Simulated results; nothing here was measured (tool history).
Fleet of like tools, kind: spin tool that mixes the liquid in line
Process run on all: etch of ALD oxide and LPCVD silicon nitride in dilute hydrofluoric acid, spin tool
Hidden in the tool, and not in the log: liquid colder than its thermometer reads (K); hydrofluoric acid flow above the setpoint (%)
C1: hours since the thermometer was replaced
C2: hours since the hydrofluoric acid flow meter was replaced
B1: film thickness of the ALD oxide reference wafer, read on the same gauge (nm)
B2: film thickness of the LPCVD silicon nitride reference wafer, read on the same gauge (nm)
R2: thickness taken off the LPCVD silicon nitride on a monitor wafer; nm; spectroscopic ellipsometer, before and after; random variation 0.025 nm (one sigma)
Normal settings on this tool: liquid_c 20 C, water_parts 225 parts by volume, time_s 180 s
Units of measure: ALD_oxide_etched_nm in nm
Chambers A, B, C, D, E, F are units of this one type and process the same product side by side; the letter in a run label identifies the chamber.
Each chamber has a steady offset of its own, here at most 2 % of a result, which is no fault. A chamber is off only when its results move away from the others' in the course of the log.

Run 1B, hour 10.5: usual settings; C1 1443.3; C2 23.3; B1 119.99; B2 139.99. Result: ALD_oxide_etched_nm 18.1 nm, R2 0.28593 nm.
Run 2A, hour 17.9: usual settings; C1 1053.5; C2 547.6; B1 120.01; B2 140.01. Result: ALD_oxide_etched_nm 17.933 nm, R2 0.28409 nm.
Run 3C, hour 25.2: usual settings; C1 655.5; C2 194.6; B1 120; B2 140.01. Result: ALD_oxide_etched_nm 17.91 nm, R2 0.3174 nm.
Run 4D, hour 38.7: usual settings; C1 1143.5; C2 1162; B1 119.98; B2 140.01. Result: ALD_oxide_etched_nm 17.919 nm, R2 0.3162 nm.
Run 5F, hour 47.9: usual settings; C1 713.4; C2 112.9; B1 120.02; B2 139.97. Result: ALD_oxide_etched_nm 17.993 nm, R2 0.30565 nm.
At hour 56.5: chamber F: thermometer replaced.
Run 6E, hour 60.3: usual settings; C1 945.3; C2 1318.7; B1 120; B2 139.98. Result: ALD_oxide_etched_nm 18.012 nm, R2 0.28919 nm.
Run 7B, hour 72.1: usual settings; C1 1504.9; C2 84.9; B1 120.01; B2 140.03. Result: ALD_oxide_etched_nm 17.989 nm, R2 0.29372 nm.
Run 8D, hour 82.7: usual settings; C1 1187.5; C2 1206; B1 120; B2 139.99. Result: ALD_oxide_etched_nm 18.03 nm, R2 0.3067 nm.
Run 9A, hour 91.1: usual settings; C1 1126.7; C2 620.8; B1 120; B2 140.01. Result: ALD_oxide_etched_nm 18.032 nm, R2 0.27913 nm.
Run 10E, hour 101.9: usual settings; C1 986.9; C2 1360.3; B1 120; B2 139.98. Result: ALD_oxide_etched_nm 18.103 nm, R2 0.27263 nm.
Run 11C, hour 114.9: usual settings; C1 745.2; C2 284.3; B1 120.03; B2 140. Result: ALD_oxide_etched_nm 17.884 nm, R2 0.28768 nm.
Run 12F, hour 125.9: usual settings; C1 69.5; C2 190.9; B1 120; B2 140. Result: ALD_oxide_etched_nm 17.963 nm, R2 0.35616 nm.
Run 13E, hour 132.7: usual settings; C1 1017.7; C2 1391.1; B1 120; B2 140. Result: ALD_oxide_etched_nm 18.134 nm, R2 0.30829 nm.
Run 14F, hour 141.6: usual settings; C1 85.2; C2 206.6; B1 119.99; B2 140.01. Result: ALD_oxide_etched_nm 18.048 nm, R2 0.26858 nm.
Run 15B, hour 152.7: usual settings; C1 1585.5; C2 165.5; B1 120.01; B2 140. Result: ALD_oxide_etched_nm 17.771 nm, R2 0.30893 nm.
Run 16A, hour 163.4: usual settings; C1 1199; C2 693.1; B1 120.04; B2 140.01. Result: ALD_oxide_etched_nm 17.961 nm, R2 0.31535 nm.
At hour 177.7: chamber C: thermometer replaced.
Run 17D, hour 178.4: usual settings but water_parts 285 parts by volume; C1 1283.2; C2 1301.7; B1 120.01; B2 140.01. Result: ALD_oxide_etched_nm 13.459 nm, R2 0.2275 nm.
Run 18C, hour 192.7: usual settings but water_parts 285 parts by volume; C1 15; C2 362.1; B1 120.02; B2 140.01. Result: ALD_oxide_etched_nm 13.348 nm, R2 0.21318 nm.
At hour 204: chamber B: thermometer replaced.
Run 19E, hour 207.7: usual settings but water_parts 285 parts by volume; C1 1092.7; C2 1466.1; B1 120; B2 140.01. Result: ALD_oxide_etched_nm 13.572 nm, R2 0.21635 nm.
Run 20D, hour 222.1: usual settings but water_parts 285 parts by volume; C1 1326.9; C2 1345.4; B1 120.01; B2 140.02. Result: ALD_oxide_etched_nm 13.536 nm, R2 0.24212 nm.
Run 21F, hour 237.1: usual settings but water_parts 285 parts by volume; C1 180.7; C2 302.1; B1 119.98; B2 140.02. Result: ALD_oxide_etched_nm 13.464 nm, R2 0.22902 nm.
Run 22C, hour 247.6: usual settings but water_parts 285 parts by volume; C1 69.9; C2 417; B1 120; B2 140. Result: ALD_oxide_etched_nm 13.35 nm, R2 0.24538 nm.
Run 23B, hour 258.4: usual settings; C1 54.5; C2 271.2; B1 120.04; B2 140. Result: ALD_oxide_etched_nm 17.845 nm, R2 0.29355 nm.
Run 24A, hour 265.1: usual settings but water_parts 120 parts by volume, time_s 120 s; C1 1300.7; C2 794.8; B1 120.01; B2 139.98. Result: ALD_oxide_etched_nm 24.673 nm, R2 0.38394 nm.
Run 25D, hour 275.3: usual settings but water_parts 120 parts by volume, time_s 120 s; C1 1380.1; C2 1398.6; B1 119.98; B2 140.01. Result: ALD_oxide_etched_nm 25.027 nm, R2 0.31246 nm.
Run 26E, hour 284.5: usual settings but water_parts 120 parts by volume, time_s 120 s; C1 1169.5; C2 1542.9; B1 120.04; B2 140. Result: ALD_oxide_etched_nm 24.855 nm, R2 0.30348 nm.
Run 27C, hour 299.4: usual settings but water_parts 120 parts by volume, time_s 120 s; C1 121.7; C2 468.8; B1 119.99; B2 140. Result: ALD_oxide_etched_nm 25.247 nm, R2 0.41055 nm.
Run 28F, hour 312.8: usual settings but water_parts 120 parts by volume, time_s 120 s; C1 256.4; C2 377.8; B1 120.01; B2 140.02. Result: ALD_oxide_etched_nm 25.008 nm, R2 0.31375 nm.
Run 29A, hour 325.5: usual settings but water_parts 120 parts by volume, time_s 120 s; C1 1361.1; C2 855.2; B1 120.02; B2 140.01. Result: ALD_oxide_etched_nm 24.696 nm, R2 0.35754 nm.
Run 30B, hour 340: usual settings; C1 136.1; C2 352.8; B1 120.01; B2 139.99. Result: ALD_oxide_etched_nm 17.975 nm, R2 0.27578 nm.
Run 31D, hour 352.4: usual settings; C1 1457.2; C2 1475.7; B1 119.98; B2 139.99. Result: ALD_oxide_etched_nm 18.108 nm, R2 0.24262 nm.
Run 32A, hour 366.7: usual settings; C1 1402.3; C2 896.4; B1 119.98; B2 140.03. Result: ALD_oxide_etched_nm 18.097 nm, R2 0.28873 nm.
Run 33F, hour 373.8: usual settings; C1 317.4; C2 438.8; B1 120.01; B2 139.99. Result: ALD_oxide_etched_nm 17.988 nm, R2 0.28787 nm.
Run 34C, hour 385: usual settings; C1 207.3; C2 554.4; B1 120.04; B2 140. Result: ALD_oxide_etched_nm 17.775 nm, R2 0.2611 nm.
Run 35E, hour 398.6: usual settings; C1 1283.6; C2 1657; B1 120.03; B2 140. Result: ALD_oxide_etched_nm 17.994 nm, R2 0.31789 nm.
Run 36B, hour 412.5: usual settings; C1 208.6; C2 425.3; B1 119.99; B2 140.01. Result: ALD_oxide_etched_nm 18.025 nm, R2 0.26816 nm.
Run 37E, hour 420.4: usual settings; C1 1305.4; C2 1678.8; B1 119.98; B2 140. Result: ALD_oxide_etched_nm 18.076 nm, R2 0.32026 nm.
Run 38A, hour 434.1: usual settings; C1 1469.7; C2 963.8; B1 120; B2 140.01. Result: ALD_oxide_etched_nm 17.924 nm, R2 0.28723 nm.
Run 39F, hour 447.9: usual settings; C1 391.5; C2 512.9; B1 119.98; B2 139.99. Result: ALD_oxide_etched_nm 17.957 nm, R2 0.28172 nm.
Run 40C, hour 457: usual settings; C1 279.3; C2 626.4; B1 120; B2 139.99. Result: ALD_oxide_etched_nm 17.954 nm, R2 0.3069 nm.
Run 41B, hour 467.8: usual settings; C1 263.9; C2 480.6; B1 120.01; B2 139.99. Result: ALD_oxide_etched_nm 18.054 nm, R2 0.3326 nm.
Run 42D, hour 479.3: usual settings; C1 1584.1; C2 1602.6; B1 119.98; B2 139.97. Result: ALD_oxide_etched_nm 18.3 nm, R2 0.34437 nm.
Run 43A, hour 487.8: usual settings; C1 1523.4; C2 1017.5; B1 119.97; B2 140. Result: ALD_oxide_etched_nm 17.884 nm, R2 0.33578 nm.

One chamber off, gauge drift, or nothing amiss beyond the chambers' own small offsets? If it is a chamber, which one, and what is the likeliest cause?

Chamber D drifts away from the others.
What lies behind it: hydrofluoric acid flow above the setpoint (%) = 1.82.

Which of the 4 candidates below, each the usual settings with something changed and its results left as question marks, puts chamber D back in line with what the other chambers give on the usual settings?
In line means no further than this from the other chambers' mean on the usual settings: ALD_oxide_etched_nm 0.25 nm; R2 0.088 nm
Run 44D-1, hour 498.8: usual settings but liquid_c 19.5 C, water_parts 220 parts by volume, time_s 175 s. Result: ALD_oxide_etched_nm ?, R2 ?.
Run 44D-2, hour 498.8: usual settings but liquid_c 20.5 C, water_parts 230 parts by volume, time_s 185 s. Result: ALD_oxide_etched_nm ?, R2 ?.
Run 44D-3, hour 498.8: usual settings but liquid_c 19.5 C, time_s 175 s. Result: ALD_oxide_etched_nm ?, R2 ?.
Run 44D-4, hour 498.8: usual settings but liquid_c 20.5 C, time_s 185 s. Result: ALD_oxide_etched_nm ?, R2 ?.

Usual-settings mean across the other chambers: ALD_oxide_etched_nm 17.957 nm; R2 0.29507 nm
  run  ALD_oxide_etched_nm       R2
44D-1               17.949  0.28009
44D-2               18.668  0.30235
44D-3                17.47  0.27408
44D-4               19.172  0.30885
44D-1 brings the chamber back in line.
